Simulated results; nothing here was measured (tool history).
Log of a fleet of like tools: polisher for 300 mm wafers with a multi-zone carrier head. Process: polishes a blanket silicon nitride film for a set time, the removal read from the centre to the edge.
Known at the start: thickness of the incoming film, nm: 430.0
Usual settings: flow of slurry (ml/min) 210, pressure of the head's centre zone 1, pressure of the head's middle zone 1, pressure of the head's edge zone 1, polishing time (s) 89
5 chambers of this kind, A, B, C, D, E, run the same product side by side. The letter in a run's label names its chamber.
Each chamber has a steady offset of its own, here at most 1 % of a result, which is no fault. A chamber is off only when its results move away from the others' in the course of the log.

run	hour	flow of slurry (ml/min)	pressure of the head's centre zone	pressure of the head's middle zone	pressure of the head's edge zone	polishing time (s)	wafers polished on this pad	hours since the slurry nozzle was cleaned	hours since the centre zone pressure was calibrated	hours since the edge zone pressure was calibrated	film removed at the wafer's centre (angstrom)	film removed at mid-radius (angstrom)	film removed at the wafer's edge (angstrom)
# hour 3.4: chamber A: worn pad replaced by a new one
1D	10.6	210	1	1	1	89	1019	366.5	636.6	604.4	1445.6	1464.5	1454.4
2E	17.6	210	1	1	1	89	352	444.5	116.4	78.1	1458	1429.8	1451.6
# hour 18: chamber C: worn pad replaced by a new one
# hour 21.2: chamber D: worn pad replaced by a new one
3C	30	210	1	1	1	89	131	158.3	346.3	1126	1456.6	1464	1446.7
4B	40.8	210	1	1	1	89	724	372.2	108.9	965.9	1430.4	1457	1432.9
5A	49.5	210	1	1	1.04	89	504	258.4	72.4	976.7	1445.9	1459.9	1502.5
6D	61.8	210	1	1	1.04	89	444	417.7	687.8	655.6	1485	1451.4	1455.9
7E	74.4	210	1	1	1.04	89	973	501.3	173.2	134.9	1452.9	1436	1458.8
8A	81.5	210	1	1	1.04	89	853	290.4	104.4	1008.7	1457.3	1466.6	1494
# hour 83.6: chamber C: worn pad replaced by a new one
# hour 88.6: chamber E: worn pad replaced by a new one
9C	89.6	210	1	1	1.04	89	66	217.9	405.9	1185.6	1446.4	1467.2	1471.9
10B	101	210	1	1	1	89	1382	432.4	169.1	1026.1	1441.2	1432.4	1425.2
11D	112.2	210	1	1	1	89	994	468.1	738.2	706	1472.5	1468.2	1435
# hour 120.7: chamber B: edge zone pressure recalibrated
12A	122.2	210	1	1	1	89	1298	331.1	145.1	1049.4	1450.5	1444	1466.5
# hour 123.4: chamber B: slurry nozzle cleaned
# hour 123.7: chamber A: worn pad replaced by a new one
13E	132.4	210	1	1	1	89	479	559.3	231.2	192.9	1454.6	1440.1	1437.5
# hour 134.5: chamber A: edge zone pressure recalibrated
14C	141.5	210	1	1	1	89	633	269.8	457.8	1237.5	1425.5	1454.2	1420
# hour 143.8: chamber D: worn pad replaced by a new one
# hour 144.5: chamber C: worn pad replaced by a new one
15B	154.1	250	1	1.08	1	89	1962	30.7	222.2	33.4	1437	1555.7	1408.5
16B	159.9	250	1	1.08	1	89	2025	36.5	228	39.2	1440.8	1531.7	1417.5
17D	167.3	250	1	1.08	1	89	257	523.2	793.3	761.1	1487.3	1592.8	1463.8
# hour 168.4: chamber D: slurry nozzle cleaned
18C	177.4	250	1	1.08	1	89	359	305.7	493.7	1273.4	1488.7	1576.7	1463.1
# hour 182.2: chamber E: worn pad replaced by a new one
19E	185	250	1	1.08	1	89	31	611.9	283.8	245.5	1489.3	1573.8	1459.1
20A	192.4	210	1	1	1	89	751	401.3	215.3	58	1442	1476.1	1482.6
21D	204.3	210	1	1	1	89	661	36	830.3	798.1	1460.2	1460.6	1471.7
22E	212.1	210	1	1	1	89	327	639	310.9	272.6	1452.8	1440.7	1425.5
# hour 216.4: chamber C: worn pad replaced by a new one
# hour 222.9: chamber A: worn pad replaced by a new one
23C	222.9	210	1.07	1.07	1	89	71	351.2	539.2	1318.9	1557.7	1528.4	1464.6
24A	229.8	210	1.07	1.07	1	89	75	438.7	252.7	95.4	1540.7	1559.2	1428.8
25B	238.7	210	1.07	1.07	1	89	2886	115.3	306.8	118	1470.9	1465.3	1364.6
26A	245.7	210	1.07	1.07	1	89	249	454.6	268.6	111.3	1563.5	1579.2	1462.4
27E	257.1	210	1.07	1.07	1	89	819	684	355.9	317.6	1549.1	1510.6	1432.1
28D	266.9	210	1	1	1	89	1345	98.6	892.9	860.7	1466.7	1457.6	1448.1
# hour 270.6: chamber C: slurry nozzle cleaned
29C	278.4	210	1	1	1	89	678	7.8	594.7	1374.4	1453.3	1451	1450.9
# hour 278.5: chamber C: worn pad replaced by a new one
# hour 279.5: chamber E: worn pad replaced by a new one
# hour 280: chamber C: edge zone pressure recalibrated
# hour 283.3: chamber A: slurry nozzle cleaned
30B	290.2	210	1	1	1	89	3449	166.8	358.3	169.5	1349.4	1339.7	1384.4
# hour 291.7: chamber E: edge zone pressure recalibrated
# hour 295.1: chamber E: centre zone pressure recalibrated
31B	296.1	210	1	1	1	89	3514	172.7	364.2	175.4	1355.7	1368.2	1330.6
32E	304.3	210	1	1	1	89	271	731.2	9.2	12.6	1442.5	1421.3	1414.9
33A	310.8	210	1	1	1	89	960	27.6	333.7	176.4	1472.5	1455.7	1452.3
34C	323.2	210	1	1	1	118	489	52.6	639.5	43.3	1922.1	1917.6	1901.2

Is one chamber off against the others, does the gauge drift, or is nothing wrong? If a chamber is off, say which, and what the likeliest cause is.

Chamber B drifts away from the others.
Cause: removal rate lost through wear of the pad, % = 7.83.

Here are 4 candidates for chamber B's next run, each the usual settings with a change, their results left as question marks. Which one brings its results back in line with what the others give on the usual settings?
In line means no further than this from the other chambers' mean on the usual settings: film removed at the wafer's centre (angstrom) 36; film removed at mid-radius (angstrom) 36; film removed at the wafer's edge (angstrom) 56
35B-1	332.4	210	1	1	1	92					?	?	?
35B-2	332.4	210	1	1	1	86					?	?	?
35B-3	332.4	210	1	0.99	1.01	96					?	?	?
35B-4	332.4	210	1	1.01	0.99	82					?	?	?

The other chambers' mean on the usual settings: film removed at the wafer's centre (angstrom) 1448.6; film removed at mid-radius (angstrom) 1447.2; film removed at the wafer's edge (angstrom) 1447.4
run	film removed at the wafer's centre (angstrom)	film removed at mid-radius (angstrom)	film removed at the wafer's edge (angstrom)
35B-1	1375.4	1389.3	1374.4
35B-2	1285.7	1298.7	1284.8
35B-3	1435.1	1436.3	1441.8
35B-4	1226	1249.8	1218.4
35B-3 brings the chamber back in line.

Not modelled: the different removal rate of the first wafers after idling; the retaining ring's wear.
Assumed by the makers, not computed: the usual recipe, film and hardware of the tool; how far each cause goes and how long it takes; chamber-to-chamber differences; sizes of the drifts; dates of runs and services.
